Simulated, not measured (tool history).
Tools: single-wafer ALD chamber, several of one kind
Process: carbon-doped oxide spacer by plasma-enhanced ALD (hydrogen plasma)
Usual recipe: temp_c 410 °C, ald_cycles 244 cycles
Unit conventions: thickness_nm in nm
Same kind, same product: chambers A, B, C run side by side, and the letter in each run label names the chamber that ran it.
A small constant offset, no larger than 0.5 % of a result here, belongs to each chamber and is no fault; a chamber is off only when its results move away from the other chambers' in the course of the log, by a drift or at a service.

run	hour	temp_c	ald_cycles	hours since the last thermocouple change	read-back reference wafer on the same gauge, thickness_nm	thickness_nm
1C	11.2	410	244	1583.0	11.399	11.906
2A	20.1	410	244	399.4	11.407	11.799
3B	32.3	410	244	2188.2	11.407	11.897
4A	44.0	410	244	423.3	11.406	11.772
5C	53.5	410	244	1625.3	11.411	11.878
6B	63.1	410	244	2219.0	11.412	11.873
7C	76.5	410	244	1648.3	11.414	11.882
8B	86.5	410	244	2242.4	11.419	11.907
9A	100.0	410	244	479.3	11.423	11.827
10B	111.7	410	244	2267.6	11.425	11.890
11C	118.4	410	244	1690.2	11.422	11.931
12A	131.0	410	244	510.3	11.421	11.822
13C	137.3	410	244	1709.1	11.428	11.938
14A	148.0	410	244	527.3	11.430	11.845
15B	162.1	410	244	2318.0	11.432	11.949
16A	174.7	410	244	554.0	11.432	11.846
17C	181.1	410	244	1752.9	11.438	11.909
18B	187.8	410	244	2343.7	11.436	11.925
19B	199.5	410	244	2355.4	11.440	11.902
20A	209.6	410	244	588.9	11.436	11.884
21C	218.9	401	260	1790.7	11.445	13.086
# hour 222.2: chamber B: thermocouple changed; heater temperature recalibrated
22B	228.9	401	260	6.8	11.445	13.090
23A	237.4	401	260	616.7	11.447	13.010
24C	250.1	415	226	1821.9	11.447	10.897
25A	259.7	415	226	639.0	11.453	10.774
26C	267.8	415	226	1839.6	11.451	10.874
27B	274.7	410	244	52.6	11.457	11.937
28B	284.4	410	244	62.3	11.454	11.950
29C	294.0	410	244	1865.8	11.458	11.958
30A	300.8	410	244	680.1	11.462	11.867
31A	311.6	410	244	690.9	11.459	11.857
32B	325.8	396	244	103.7	11.464	12.330
33C	334.8	396	244	1906.6	11.463	12.332
34A	343.6	396	244	722.9	11.464	12.226
35C	350.1	410	244	1921.9	11.473	11.977
36B	356.6	410	244	134.5	11.474	11.956

Is one chamber off against the others, does the gauge drift, or is nothing wrong? If a chamber is off, say which, and what the likeliest cause is.

It is the gauge, not a chamber: its drift shows up in every chamber's results at once, and no chamber is off.
Cause: gauge reads high (%) = 0.634.
